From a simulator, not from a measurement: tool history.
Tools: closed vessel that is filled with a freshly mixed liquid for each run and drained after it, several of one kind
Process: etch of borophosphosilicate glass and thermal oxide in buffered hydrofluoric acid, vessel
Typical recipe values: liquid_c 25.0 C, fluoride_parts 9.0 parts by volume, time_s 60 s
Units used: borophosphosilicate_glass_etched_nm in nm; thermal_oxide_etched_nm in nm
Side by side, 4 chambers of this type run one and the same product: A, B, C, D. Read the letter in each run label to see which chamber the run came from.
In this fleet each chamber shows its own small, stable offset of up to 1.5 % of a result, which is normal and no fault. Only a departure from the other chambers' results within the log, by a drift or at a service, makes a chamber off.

run,hour,liquid_c,fluoride_parts,time_s,hours since the thermometer was replaced,hours since the hydrofluoric acid flow meter was replaced,"read-back film thickness of the borophosphosilicate glass reference wafer, read on the same gauge (nm)","read-back film thickness of the thermal oxide reference wafer, read on the same gauge (nm)",borophosphosilicate_glass_etched_nm,thermal_oxide_etched_nm
1C,6.7,25.0,9.0,60,1957.8,900.0,120.01,129.99,130.000,79.282
2B,14.7,25.0,9.0,60,880.8,363.1,120.00,130.02,132.320,77.299
3A,24.2,25.0,9.0,60,383.1,536.0,120.00,130.04,131.380,78.598
# hour 25.4: chamber C: hydrofluoric acid flow meter replaced
4D,31.2,25.0,9.0,60,1084.9,527.0,120.00,129.99,134.980,78.625
5D,40.5,25.0,9.0,60,1094.2,536.3,120.01,130.00,132.260,78.504
6A,47.0,25.0,9.0,60,405.9,558.8,120.00,129.96,130.660,78.760
7B,51.9,25.0,9.0,60,918.0,400.3,120.00,130.00,129.820,77.331
8C,60.7,25.0,9.0,60,2011.8,35.4,120.00,129.99,128.210,78.307
9C,67.6,21.0,9.0,60,2018.7,42.3,120.00,130.00,102.800,62.762
10B,74.6,21.0,9.0,60,940.7,423.0,120.00,129.96,103.980,62.469
11A,82.5,21.0,9.0,60,441.4,594.3,120.01,129.99,106.990,63.479
12D,89.9,21.0,9.0,60,1143.6,585.7,120.02,130.00,107.060,62.988
13D,97.0,25.0,9.0,60,1150.7,592.8,120.01,130.02,131.180,78.140
14B,104.7,25.0,6.0,60,970.8,453.1,120.00,130.04,190.490,113.440
15C,113.0,25.0,6.0,60,2064.1,87.7,120.00,130.00,196.520,119.460
16A,121.1,25.0,6.0,60,480.0,632.9,120.00,129.99,199.440,117.860
17B,129.7,25.0,6.0,60,995.8,478.1,120.01,130.01,193.310,112.320
18C,136.3,25.0,9.0,60,2087.4,111.0,120.01,130.02,129.330,78.745
19D,142.7,22.5,7.5,60,1196.4,638.5,120.01,130.05,138.810,83.650
20A,149.8,22.5,7.5,60,508.7,661.6,120.00,129.98,139.670,83.636
21C,158.4,22.5,7.5,60,2109.5,133.1,119.98,130.01,139.370,84.378
22A,167.6,22.5,7.5,60,526.5,679.4,120.01,129.99,140.320,84.321
23D,176.8,25.0,9.0,60,1230.5,672.6,119.99,129.99,130.230,78.551
24B,181.4,25.0,9.0,60,1047.5,529.8,120.00,130.02,125.350,75.165
25C,191.1,25.0,9.0,60,2142.2,165.8,119.99,129.96,129.190,78.458
26D,195.6,25.0,9.0,60,1249.3,691.4,120.00,130.00,132.880,78.550
27A,203.6,21.5,9.0,45,562.5,715.4,119.98,130.00,82.882,48.980
28B,209.0,21.5,9.0,45,1075.1,557.4,120.01,130.00,77.776,46.855
29C,216.7,21.5,9.0,45,2167.8,191.4,120.01,129.98,80.808,48.467
30B,226.0,21.5,9.0,45,1092.1,574.4,120.00,130.04,78.154,46.185
31A,232.9,25.0,9.0,60,591.8,744.7,120.02,129.95,133.300,79.442
32D,239.8,25.0,12.0,80,1293.5,735.6,120.01,130.02,137.780,82.282
33A,245.3,25.0,12.0,80,604.2,757.1,119.99,129.98,138.040,82.720

One chamber off, gauge drift, or nothing amiss beyond the chambers' own small offsets? If it is a chamber, which one, and what is the likeliest cause?

One chamber, B, drifts off from the rest bit by bit.
What lies behind it: liquid colder than its thermometer reads (K) = 0.927.
With only this log, it may be confused with: hydrofluoric acid flow below the setpoint (%).

Below are 4 candidate recipes for chamber B's next run, each the usual settings with a change, their results shown as question marks. Which of them brings B's results back in line with what the other chambers give on the usual settings?
In-line tolerance around the mean of the other chambers on the usual settings: borophosphosilicate_glass_etched_nm 4.300 nm; thermal_oxide_etched_nm 1.500 nm
34B-1,252.5,20.0,6.0,50,,,,,?,?
34B-2,252.5,26.5,10.0,60,,,,,?,?
34B-3,252.5,22.5,7.5,55,,,,,?,?
34B-4,252.5,32.0,14.0,65,,,,,?,?

What the other chambers average on the usual settings: borophosphosilicate_glass_etched_nm 131.010 nm; thermal_oxide_etched_nm 78.789 nm
run,borophosphosilicate_glass_etched_nm,thermal_oxide_etched_nm
34B-1,118.000,70.229
34B-2,125.100,75.334
34B-3,120.550,72.194
34B-4,130.100,78.707
34B-4 is the one that brings the chamber's results back in line with the other chambers.
